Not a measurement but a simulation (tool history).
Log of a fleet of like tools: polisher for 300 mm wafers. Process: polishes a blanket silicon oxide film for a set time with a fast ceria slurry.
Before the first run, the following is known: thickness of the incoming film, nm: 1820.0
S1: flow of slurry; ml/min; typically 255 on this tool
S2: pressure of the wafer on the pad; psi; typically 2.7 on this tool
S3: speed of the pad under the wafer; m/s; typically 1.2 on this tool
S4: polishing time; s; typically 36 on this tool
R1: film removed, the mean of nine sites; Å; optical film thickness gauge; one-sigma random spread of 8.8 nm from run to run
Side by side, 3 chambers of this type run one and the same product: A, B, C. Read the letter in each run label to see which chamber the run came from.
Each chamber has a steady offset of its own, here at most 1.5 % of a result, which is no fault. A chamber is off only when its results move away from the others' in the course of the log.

run,hour,S1,S2,S3,S4,R1
# hour 5.9: chamber A: slurry nozzle cleaned
1A,8.6,255,2.7,1.2,36,6578.6
# hour 13.3: chamber A: worn pad replaced by a new one
2C,15.8,255,2.7,1.2,36,6742.4
3B,23.2,255,2.7,1.2,36,6571.5
# hour 24.2: chamber B: worn pad replaced by a new one
4A,30.2,255,2.7,1.2,36,6682
5B,34.5,255,2.7,1.2,36,6608
6C,39.6,255,2.7,1.2,36,6725.5
# hour 43.4: chamber C: worn pad replaced by a new one
7C,45.9,255,2.7,1.2,36,6676.7
8B,53.4,255,2.7,1.2,36,6489.9
# hour 54.9: chamber A: worn pad replaced by a new one
9A,57.5,315,2.7,1.2,36,6876.3
10C,62.4,315,2.7,1.2,36,6859.3
11B,71.7,315,2.7,1.2,36,6814.2
12A,75.7,255,2.7,1.2,36,6708.5
13B,81.9,255,2.7,1.2,36,6471.7
14A,90,255,2.7,1.2,36,6665.9
# hour 93.2: chamber A: worn pad replaced by a new one
15C,95.8,255,2.7,1.2,36,6916.2
16A,100.6,255,2.7,1.2,36,6633.7
17B,106.1,255,2.7,1.2,36,6504.1
18C,111.8,255,2.7,1.2,36,6910.6
19A,116.7,255,2.7,1.2,36,6646.7
# hour 117.7: chamber B: worn pad replaced by a new one
20C,121.2,255,2.7,1.5,36,8374.8
21B,127.9,255,2.7,1.5,36,8087.6
# hour 129: chamber C: worn pad replaced by a new one
22A,134.9,255,2.7,1.5,36,8289
# hour 135.8: chamber A: worn pad replaced by a new one
23B,142.8,255,2.7,1.2,36,6570.5
24C,148.1,255,2,1.2,36,5040.2
25B,157.2,255,2,1.2,36,4896.9
26A,164.2,255,2,1.2,36,5073.1
27C,168.7,255,2.7,1.2,36,6786
28C,176.7,255,2.7,1.2,36,6762.5
# hour 179.9: chamber A: worn pad replaced by a new one
29A,183.8,255,2.7,1.2,36,6537.9
30B,188.9,255,2.7,1.2,36,6764
31A,196.7,255,2.7,1.2,36,6671.3
32B,203.4,315,2.7,0.92,36,5303.2

The same settings go to every chamber for the next run, one line per chamber below. Forecast the results for each:
33A,210.1,255,2.7,1.2,36,?
33B,210.1,255,2.7,1.2,36,?
33C,210.1,255,2.7,1.2,36,?

run,R1
33A,6610.1
33B,6731
33C,6861.7
